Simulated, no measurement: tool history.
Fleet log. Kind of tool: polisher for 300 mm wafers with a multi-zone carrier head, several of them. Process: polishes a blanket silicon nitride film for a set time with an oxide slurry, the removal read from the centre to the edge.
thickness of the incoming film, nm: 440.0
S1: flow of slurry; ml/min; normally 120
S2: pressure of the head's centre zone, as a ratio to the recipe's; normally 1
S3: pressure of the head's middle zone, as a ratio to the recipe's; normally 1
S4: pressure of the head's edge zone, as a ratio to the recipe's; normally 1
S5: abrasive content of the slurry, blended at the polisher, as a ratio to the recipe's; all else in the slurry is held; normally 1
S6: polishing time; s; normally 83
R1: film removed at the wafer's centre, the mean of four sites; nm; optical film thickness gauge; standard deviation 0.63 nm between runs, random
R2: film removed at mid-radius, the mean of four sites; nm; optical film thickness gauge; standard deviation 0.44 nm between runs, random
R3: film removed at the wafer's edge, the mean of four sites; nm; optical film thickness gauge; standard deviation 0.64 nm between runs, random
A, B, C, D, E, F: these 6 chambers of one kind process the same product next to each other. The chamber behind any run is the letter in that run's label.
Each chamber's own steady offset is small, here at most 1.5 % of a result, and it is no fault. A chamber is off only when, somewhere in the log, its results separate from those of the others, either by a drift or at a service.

run   hour   S1  S2    S3    S4  S5  S6      R1      R2      R3
 1D    6.9  120   1     1     1   1  83  60.598  60.326  61.326
       8.7  -- chamber A: worn pad replaced by a new one
 2B   11.2  120   1     1     1   1  83  60.827  60.045  61.876
 3F   16.2  120   1     1     1   1  83  60.401  60.696   60.47
 4A   21.5  120   1     1     1   1  83  59.869  61.398  60.694
 5E     28  145   1     1     1   1  83  61.769  62.969  62.079
      34.2  -- chamber E: worn pad replaced by a new one
 6C   34.4  145   1     1     1   1  83  63.239  63.233  61.103
 7D   37.8  145   1     1     1   1  83  62.547   62.32  62.923
      37.9  -- chamber B: worn pad replaced by a new one
 8C   40.9  145   1     1     1   1  83  63.942  63.415  62.393
 9F   45.3  145   1     1     1   1  83  63.302  62.967  62.716
10E   48.8  145   1     1     1   1  83  62.781   62.86  62.543
      54.8  -- chamber C: worn pad replaced by a new one
11B   55.8  120   1     1     1   1  83  59.542  60.413   60.46
12A   61.4  120   1     1     1   1  83  60.093  60.652  60.762
13D   65.5  120   1     1     1   1  83  59.944  59.906  60.352
14F     70  120   1     1     1   1  83  60.219  61.092  61.281
      73.2  -- chamber D: worn pad replaced by a new one
15B   76.9  120   1     1     1   1  83  59.542  58.802  60.055
16E     82  120   1     1  1.11   1  83   60.34  61.181  63.892
17C   88.4  120   1     1  1.11   1  83  61.272  60.058  63.978
      90.5  -- chamber F: worn pad replaced by a new one
18A   92.4  120   1     1  1.11   1  83  60.603  60.401  62.584
19E   97.9  120   1     1  1.11   1  83  59.261  61.076  64.718
20C  102.6  120   1     1  1.11   1  83  61.604  60.394   64.01
     105.4  -- chamber B: worn pad replaced by a new one
21D  109.1  120   1     1  1.11   1  83   60.78  60.155  63.747
22A  114.3  120   1  0.91     1   1  83  60.193  55.717  59.967
23B  118.5  120   1  0.91     1   1  83  57.801  53.219  59.045
     119.1  -- chamber E: worn pad replaced by a new one
24F  125.4  120   1  0.91     1   1  83  60.529  55.679  60.943
25B  131.7  120   1  0.91     1   1  83  57.187  52.344  58.492
26C  135.2  120   1  0.91     1   1  83  61.072  55.039  61.241
27A  138.4  120   1  0.91     1   1  83  60.081  55.709  60.377
28D  143.1  120   1     1     1   1  83  60.607  60.659   60.05
29E  146.3  120   1     1     1   1  83  59.493  60.367  59.373
30F    151  120   1     1     1   1  83  60.901  60.921  60.874
     154.6  -- chamber A: worn pad replaced by a new one
31A    156  120   1     1     1   1  83  60.728  59.745  61.259
32B  161.5  120   1     1     1   1  83  55.768   56.92   57.94
33C  165.4  120   1     1     1   1  83  60.397  60.896  61.094
34F  170.5  140   1     1     1   1  83  62.671  62.805  61.699
35D  174.9  140   1     1     1   1  83  63.614  62.376  63.566
36E  178.4  140   1     1     1   1  83   62.15  62.624  62.062
     179.4  -- chamber D: worn pad replaced by a new one
37D  181.7  140   1     1     1   1  83  63.008  62.617  62.807
     185.6  -- chamber B: worn pad replaced by a new one
38B  186.7  140   1     1     1   1  83  57.645  58.278  58.469
39E  191.8  140   1     1     1   1  83  61.949  62.319  61.621
40F  198.9  100   1     1     1   1  83  57.354  57.304   59.01

Has any chamber moved away from the others, gradually or after a service, or does the common gauge drift, or do the chambers differ only by their own small steady offsets? State the chamber and the most likely cause if one applies.

It is chamber B that slowly wanders off from its peers.
Cause: slurry flow missing at the pad, % = 31.5.

Here are 4 candidates for chamber B's next run, each the usual settings with a change, their results left as question marks. Which one brings its results back in line with what the others give on the usual settings?
A result is in line if it is within this distance of the other chambers' mean on the usual settings: R1 2.2 nm; R2 1.5 nm; R3 2.2 nm
41B-1   204  130  1.02  1.02  0.98     1  88   ?   ?   ?
41B-2   204  135  1.04  1.04  0.96  1.05  92   ?   ?   ?
41B-3   204  105  0.96  0.96  1.04  0.95  76   ?   ?   ?
41B-4   204  110  0.98  0.98  1.02     1  78   ?   ?   ?

Mean of the other chambers on the usual settings: R1 60.593 nm; R2 60.518 nm; R3 60.6 nm
  run      R1      R2      R3
41B-1  60.487  60.416  60.609
41B-2  66.924   66.46  64.529
41B-3  43.742  44.813   50.37
41B-4  47.998  48.804   52.93
41B-1 brings the chamber back in line.
